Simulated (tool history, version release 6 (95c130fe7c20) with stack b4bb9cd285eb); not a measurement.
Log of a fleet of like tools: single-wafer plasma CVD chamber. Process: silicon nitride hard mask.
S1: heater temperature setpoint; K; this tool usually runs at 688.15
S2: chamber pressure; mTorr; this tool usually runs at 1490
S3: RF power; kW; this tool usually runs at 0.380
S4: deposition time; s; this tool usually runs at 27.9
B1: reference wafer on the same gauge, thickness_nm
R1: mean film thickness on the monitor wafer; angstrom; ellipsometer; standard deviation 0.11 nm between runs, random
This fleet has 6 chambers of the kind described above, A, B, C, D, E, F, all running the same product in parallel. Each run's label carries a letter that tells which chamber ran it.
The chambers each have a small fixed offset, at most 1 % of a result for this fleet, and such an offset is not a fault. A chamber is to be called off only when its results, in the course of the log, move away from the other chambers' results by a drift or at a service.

Run 1F, hour 2.3: usual settings; B1 40.304. Result: R1 364.53 angstrom.
Run 2C, hour 6.5: usual settings; B1 40.315. Result: R1 362.28 angstrom.
Run 3B, hour 10.5: usual settings; B1 40.323. Result: R1 360.98 angstrom.
Run 4A, hour 14.7: usual settings; B1 40.329. Result: R1 361.97 angstrom.
Run 5D, hour 17.6: usual settings; B1 40.322. Result: R1 361.05 angstrom.
Run 6E, hour 20.8: usual settings; B1 40.296. Result: R1 362.38 angstrom.
Run 7D, hour 24.5: usual settings; B1 40.314. Result: R1 362.80 angstrom.
Run 8C, hour 26.8: usual settings; B1 40.338. Result: R1 360.58 angstrom.
Run 9F, hour 29.6: usual settings; B1 40.311. Result: R1 363.46 angstrom.
Run 10E, hour 33.3: usual settings; B1 40.332. Result: R1 363.71 angstrom.
Run 11A, hour 37.4: usual settings; B1 40.309. Result: R1 358.27 angstrom.
Run 12B, hour 40.9: usual settings; B1 40.319. Result: R1 361.49 angstrom.
Run 13E, hour 43.0: usual settings; B1 40.303. Result: R1 361.82 angstrom.
Run 14D, hour 45.1: usual settings; B1 40.282. Result: R1 362.06 angstrom.
Run 15C, hour 49.4: usual settings; B1 40.326. Result: R1 363.63 angstrom.
Run 16B, hour 52.3: usual settings; B1 40.283. Result: R1 359.64 angstrom.
Run 17F, hour 55.7: usual settings; B1 40.310. Result: R1 364.22 angstrom.
Run 18A, hour 59.1: usual settings but S1 682.15 K, S2 1610 mTorr; B1 40.316. Result: R1 367.10 angstrom.
Run 19C, hour 61.6: usual settings but S1 682.15 K, S2 1610 mTorr; B1 40.320. Result: R1 371.84 angstrom.
Run 20D, hour 64.6: usual settings but S1 682.15 K, S2 1610 mTorr; B1 40.327. Result: R1 372.51 angstrom.
Run 21F, hour 67.4: usual settings but S1 682.15 K, S2 1610 mTorr; B1 40.297. Result: R1 373.42 angstrom.
Run 22A, hour 69.5: usual settings but S1 682.15 K, S2 1610 mTorr; B1 40.285. Result: R1 365.82 angstrom.
Run 23B, hour 72.7: usual settings but S1 682.15 K, S2 1610 mTorr; B1 40.322. Result: R1 371.07 angstrom.
Run 24E, hour 76.3: usual settings; B1 40.306. Result: R1 363.57 angstrom.
Run 25A, hour 79.7: usual settings; B1 40.320. Result: R1 355.53 angstrom.
Run 26E, hour 82.0: usual settings; B1 40.288. Result: R1 362.59 angstrom.
Run 27D, hour 84.6: usual settings but S2 1200 mTorr, S4 31.3 s; B1 40.300. Result: R1 380.22 angstrom.
Run 28C, hour 88.6: usual settings but S2 1200 mTorr, S4 31.3 s; B1 40.306. Result: R1 380.22 angstrom.
Run 29B, hour 91.3: usual settings but S2 1200 mTorr, S4 31.3 s; B1 40.270. Result: R1 380.68 angstrom.
Run 30F, hour 95.3: usual settings but S2 1200 mTorr, S4 31.3 s; B1 40.309. Result: R1 382.27 angstrom.
Run 31A, hour 99.6: usual settings but S2 1200 mTorr, S4 31.3 s; B1 40.327. Result: R1 370.69 angstrom.
Run 32B, hour 103.1: usual settings but S2 1200 mTorr, S4 31.3 s; B1 40.287. Result: R1 380.39 angstrom.
Run 33F, hour 105.3: usual settings; B1 40.319. Result: R1 364.85 angstrom.
Run 34D, hour 109.3: usual settings; B1 40.323. Result: R1 362.85 angstrom.
Run 35C, hour 111.9: usual settings; B1 40.283. Result: R1 361.84 angstrom.
At hour 115.8: chamber D: capacitance manometer re-zeroed and calibrated.
Run 36E, hour 116.0: usual settings; B1 40.302. Result: R1 362.21 angstrom.
Run 37B, hour 118.0: usual settings; B1 40.298. Result: R1 362.18 angstrom.
Run 38D, hour 120.6: usual settings; B1 40.293. Result: R1 360.46 angstrom.
Run 39E, hour 123.4: usual settings; B1 40.265. Result: R1 360.96 angstrom.
Run 40C, hour 127.0: usual settings; B1 40.307. Result: R1 361.65 angstrom.

One chamber off, gauge drift, or nothing amiss beyond the chambers' own small offsets? If it is a chamber, which one, and what is the likeliest cause?

One chamber, A, drifts off from the rest bit by bit.
Most likely cause: delivered RF power below the setpoint (%) = 4.69.
It could be hard to tell apart here from: true pressure below the setpoint (%).

Below are 4 candidate recipes for chamber A's next run, each the usual settings with a change, their results shown as question marks. Which of them brings A's results back in line with what the other chambers give on the usual settings?
A result is in line if it is within this distance of the other chambers' mean on the usual settings: R1 3.70 angstrom
Run 41A-1, hour 130.3: usual settings but S2 1480 mTorr, S4 27.6 s. Result: R1 ?.
Run 41A-2, hour 130.3: usual settings but S2 1450 mTorr, S3 0.365 kW. Result: R1 ?.
Run 41A-3, hour 130.3: usual settings but S2 1550 mTorr. Result: R1 ?.
Run 41A-4, hour 130.3: usual settings but S3 0.385 kW, S4 28.5 s. Result: R1 ?.

Other chambers, usual settings, mean: R1 362.46 angstrom
  run      R1
41A-1  347.45
41A-2  340.45
41A-3  356.00
41A-4  362.40
41A-4 puts the chamber back in line with the other chambers.
